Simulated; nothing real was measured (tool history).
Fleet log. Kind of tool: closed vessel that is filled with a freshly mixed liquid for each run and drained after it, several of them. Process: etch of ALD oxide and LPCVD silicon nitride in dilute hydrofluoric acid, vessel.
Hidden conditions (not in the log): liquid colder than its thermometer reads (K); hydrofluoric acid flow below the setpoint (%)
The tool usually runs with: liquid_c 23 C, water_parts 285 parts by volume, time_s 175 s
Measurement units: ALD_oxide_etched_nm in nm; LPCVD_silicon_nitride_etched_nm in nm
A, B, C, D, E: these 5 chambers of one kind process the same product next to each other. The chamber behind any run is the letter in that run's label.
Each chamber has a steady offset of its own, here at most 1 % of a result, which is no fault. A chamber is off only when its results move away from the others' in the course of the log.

run   hour  liquid_c  water_parts  time_s  hours since the thermometer was replaced  hours since the hydrofluoric acid flow meter was replaced  read-back film thickness of the ALD oxide reference wafer, read on the same gauge (nm)  read-back film thickness of the LPCVD silicon nitride reference wafer, read on the same gauge (nm)  ALD_oxide_etched_nm  LPCVD_silicon_nitride_etched_nm
 1A    6.0        23          285     175                                     408.4                                                     1650.9                                                                                  60.004                                                                                              79.993               9.5891                          0.33237
 2B   13.1        23          285     175                                     276.4                                                      640.1                                                                                  60.010                                                                                              80.019               9.4998                          0.33053
 3C   24.5        23          285     175                                     305.4                                                     1265.5                                                                                  59.989                                                                                              79.972               9.4020                          0.25137
 4E   35.9        23          285     175                                     433.3                                                      511.3                                                                                  59.984                                                                                              80.028               9.5631                          0.27262
 5D   47.1        23          285     175                                    1085.6                                                      825.7                                                                                  59.983                                                                                              79.989               9.3878                          0.31006
 6C   54.3        23          285     175                                     335.2                                                     1295.3                                                                                  60.011                                                                                              80.022               9.5489                          0.26922
 7D   59.6        23          285     175                                    1098.1                                                      838.2                                                                                  59.986                                                                                              79.985               9.3525                          0.34011
 8A   64.8        23          285     175                                     467.2                                                     1709.7                                                                                  60.004                                                                                              79.983               9.6828                          0.29186
 9B   73.5        23          355     175                                     336.8                                                      700.5                                                                                  60.016                                                                                              79.997               7.0902                          0.25556
      77.3  -- chamber A: hydrofluoric acid flow meter replaced
10E   80.7        23          355     175                                     478.1                                                      556.1                                                                                  59.967                                                                                              79.968               7.2107                          0.22715
11C   91.9        23          355     175                                     372.8                                                     1332.9                                                                                  60.001                                                                                              80.006               7.1627                          0.25616
12D   98.9        23          355     175                                    1137.4                                                      877.5                                                                                  59.991                                                                                              80.054               7.1738                          0.26982
13A  107.1        23          355     175                                     509.5                                                       29.9                                                                                  59.996                                                                                              80.028               7.2300                          0.26431
14E  116.1        23          285     175                                     513.5                                                      591.5                                                                                  60.001                                                                                              80.010               9.4470                          0.28611
15B  122.8        23          180     100                                     386.1                                                      749.8                                                                                  59.999                                                                                              80.001               9.4906                          0.26003
16E  131.6        23          180     100                                     529.0                                                      607.0                                                                                  60.007                                                                                              80.006               9.6531                          0.30066
17C  137.1        23          180     100                                     418.0                                                     1378.1                                                                                  60.031                                                                                              79.984               9.5068                          0.29498
18D  147.8        23          180     100                                    1186.3                                                      926.4                                                                                  59.972                                                                                              80.012               9.3659                          0.23020
19B  156.5        23          180     100                                     419.8                                                      783.5                                                                                  59.985                                                                                              80.009               9.4041                          0.28227
20A  162.0        23          285     175                                     564.4                                                       84.8                                                                                  60.023                                                                                              79.985               9.5047                          0.34780
21B  170.1        23          285     175                                     433.4                                                      797.1                                                                                  59.988                                                                                              80.025               8.9939                          0.28692
22D  177.5        23          285     175                                    1216.0                                                      956.1                                                                                  60.021                                                                                              80.012               9.4481                          0.28269
23C  186.4        23          285     175                                     467.3                                                     1427.4                                                                                  59.989                                                                                              79.983               9.3294                          0.32410
24A  192.4        23          285     175                                     594.8                                                      115.2                                                                                  59.983                                                                                              79.995               9.5651                          0.32154
25E  198.3        23          285     175                                     595.7                                                      673.7                                                                                  60.000                                                                                              79.982               9.6201                          0.29459
26A  209.2        23          285     175                                     611.6                                                      132.0                                                                                  59.998                                                                                              80.009               9.6204                          0.29203
27E  219.5        23          285     175                                     616.9                                                      694.9                                                                                  60.002                                                                                              79.997               9.5283                          0.29677
28D  229.2        23          285     175                                    1267.7                                                     1007.8                                                                                  60.017                                                                                              79.997               9.5382                          0.29648
29B  235.2        23          285     175                                     498.5                                                      862.2                                                                                  60.007                                                                                              79.977               8.9473                          0.25548
30C  246.1        23          285     175                                     527.0                                                     1487.1                                                                                  60.012                                                                                              80.016               9.3666                          0.27810
31C  256.7        23          285     175                                     537.6                                                     1497.7                                                                                  60.013                                                                                              80.017               9.3674                          0.26452
32D  268.1        23          285     175                                    1306.6                                                     1046.7                                                                                  60.001                                                                                              80.004               9.6820                          0.30907
33B  278.0        23          285      95                                     541.3                                                      905.0                                                                                  60.002                                                                                              79.951               4.7517                          0.15403
34A  284.6        23          285      95                                     687.0                                                      207.4                                                                                  59.995                                                                                              79.980               5.2241                          0.18643
35E  290.5        23          285      95                                     687.9                                                      765.9                                                                                  59.980                                                                                              80.001               5.1583                          0.16206

The same settings go to every chamber for the next run, one line per chamber below. Forecast the results for each:
36A  298.8        23          285     175                                                                                                                                                                                                                                                                                                                     ?                                ?
36B  298.8        23          285     175                                                                                                                                                                                                                                                                                                                     ?                                ?
36C  298.8        23          285     175                                                                                                                                                                                                                                                                                                                     ?                                ?
36D  298.8        23          285     175                                                                                                                                                                                                                                                                                                                     ?                                ?
36E  298.8        23          285     175                                                                                                                                                                                                                                                                                                                     ?                                ?

run  ALD_oxide_etched_nm  LPCVD_silicon_nitride_etched_nm
36A               9.4472                          0.34805
36B               8.3767                          0.29211
36C               9.5763                          0.31853
36D               9.5518                          0.32785
36E               9.5425                          0.33785
